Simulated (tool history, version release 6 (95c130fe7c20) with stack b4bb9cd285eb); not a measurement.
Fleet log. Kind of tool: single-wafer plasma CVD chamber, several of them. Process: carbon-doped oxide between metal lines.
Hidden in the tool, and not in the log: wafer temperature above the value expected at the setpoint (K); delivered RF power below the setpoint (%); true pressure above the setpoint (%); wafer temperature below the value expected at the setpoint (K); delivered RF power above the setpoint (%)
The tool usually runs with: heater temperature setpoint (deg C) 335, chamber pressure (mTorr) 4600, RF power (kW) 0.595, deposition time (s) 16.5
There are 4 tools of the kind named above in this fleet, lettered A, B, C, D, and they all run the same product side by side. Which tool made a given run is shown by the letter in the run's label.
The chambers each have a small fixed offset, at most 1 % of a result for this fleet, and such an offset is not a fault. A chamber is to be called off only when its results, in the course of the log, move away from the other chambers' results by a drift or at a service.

| run | hour | heater temperature setpoint (deg C) | chamber pressure (mTorr) | RF power (kW) | deposition time (s) | hours since the last thermocouple change | hours since the last RF generator calibration | hours since the last manometer calibration | read-back reference wafer on the same gauge, thickness_nm | mean film thickness on the monitor wafer (Å) |
|---|---|---|---|---|---|---|---|---|---|---|
| 1B | 5.4 | 335 | 4600 | 0.595 | 16.5 | 1092.8 | 307.9 | 1226.1 | 113.78 | 983.10 |
| 2D | 8.3 | 335 | 4600 | 0.595 | 16.5 | 547.3 | 317.6 | 301.6 | 113.87 | 991.55 |
| 3C | 11.0 | 335 | 4600 | 0.595 | 16.5 | 1831.9 | 406.4 | 896.7 | 113.59 | 978.61 |
| 4A | 14.8 | 335 | 4600 | 0.595 | 16.5 | 356.1 | 497.7 | 1503.2 | 113.55 | 974.01 |
| 5D | 20.5 | 335 | 4600 | 0.595 | 16.5 | 559.5 | 329.8 | 313.8 | 113.64 | 983.70 |
| 6A | 26.5 | 335 | 4600 | 0.595 | 16.5 | 367.8 | 509.4 | 1514.9 | 113.72 | 979.90 |
| 7C | 30.7 | 335 | 4600 | 0.595 | 16.5 | 1851.6 | 426.1 | 916.4 | 113.70 | 975.30 |
| 8B | 34.0 | 335 | 4600 | 0.595 | 16.5 | 1121.4 | 336.5 | 1254.7 | 113.78 | 989.81 |
| 9B | 37.5 | 335 | 4600 | 0.595 | 16.5 | 1124.9 | 340.0 | 1258.2 | 113.69 | 990.62 |
| 10D | 43.1 | 335 | 4600 | 0.595 | 16.5 | 582.1 | 352.4 | 336.4 | 113.54 | 987.28 |
| 11C | 47.0 | 335 | 4600 | 0.595 | 16.5 | 1867.9 | 442.4 | 932.7 | 113.71 | 973.01 |
| 12A | 52.7 | 335 | 4600 | 0.595 | 16.5 | 394.0 | 535.6 | 1541.1 | 113.75 | 979.51 |
| 13D | 57.4 | 335 | 4600 | 0.595 | 16.5 | 596.4 | 366.7 | 350.7 | 113.68 | 984.92 |
| 14C | 60.6 | 329 | 5550 | 0.595 | 16.5 | 1881.5 | 456.0 | 946.3 | 113.58 | 1016.80 |
| 15A | 65.1 | 329 | 5550 | 0.595 | 16.5 | 406.4 | 548.0 | 1553.5 | 113.74 | 1027.90 |
| 16B | 67.8 | 329 | 5550 | 0.595 | 16.5 | 1155.2 | 370.3 | 1288.5 | 113.71 | 1027.30 |
| 17D | 71.5 | 329 | 5550 | 0.595 | 16.5 | 610.5 | 380.8 | 364.8 | 113.67 | 1032.90 |
| 18B | 76.1 | 335 | 4600 | 0.595 | 16.5 | 1163.5 | 378.6 | 1296.8 | 113.65 | 978.75 |
| 19A | 78.9 | 335 | 4600 | 0.595 | 16.5 | 420.2 | 561.8 | 1567.3 | 113.62 | 974.73 |
| 20C | 84.2 | 335 | 4600 | 0.595 | 16.5 | 1905.1 | 479.6 | 969.9 | 113.64 | 949.41 |
| 21A | 87.9 | 335 | 4600 | 0.595 | 16.5 | 429.2 | 570.8 | 1576.3 | 113.70 | 979.37 |
| 22B | 91.8 | 335 | 4600 | 0.595 | 16.5 | 1179.2 | 394.3 | 1312.5 | 113.68 | 981.04 |
| 23C | 96.4 | 335 | 4600 | 0.595 | 16.5 | 1917.3 | 491.8 | 982.1 | 113.72 | 940.28 |
| 24D | 99.1 | 335 | 4600 | 0.595 | 16.5 | 638.1 | 408.4 | 392.4 | 113.72 | 993.17 |
| 25C | 102.6 | 335 | 4600 | 0.595 | 16.5 | 1923.5 | 498.0 | 988.3 | 113.68 | 940.57 |
| 26D | 107.8 | 335 | 4600 | 0.595 | 16.5 | 646.8 | 417.1 | 401.1 | 113.71 | 993.01 |
| 27B | 113.2 | 335 | 4600 | 0.595 | 16.5 | 1200.6 | 415.7 | 1333.9 | 113.67 | 979.59 |
| 28A | 116.8 | 335 | 4600 | 0.505 | 16.5 | 458.1 | 599.7 | 1605.2 | 113.79 | 884.65 |
| 29A | 119.4 | 335 | 4600 | 0.505 | 16.5 | 460.7 | 602.3 | 1607.8 | 113.71 | 884.26 |

The same settings go to every chamber for the next run, one line per chamber below. Forecast the results for each:
| 30A | 123.7 | 335 | 4600 | 0.595 | 16.5 |  |  |  |  | ? |
| 30B | 123.7 | 335 | 4600 | 0.595 | 16.5 |  |  |  |  | ? |
| 30C | 123.7 | 335 | 4600 | 0.595 | 16.5 |  |  |  |  | ? |
| 30D | 123.7 | 335 | 4600 | 0.595 | 16.5 |  |  |  |  | ? |

| run | mean film thickness on the monitor wafer (Å) |
|---|---|
| 30A | 980.32 |
| 30B | 987.79 |
| 30C | 932.05 |
| 30D | 987.83 |
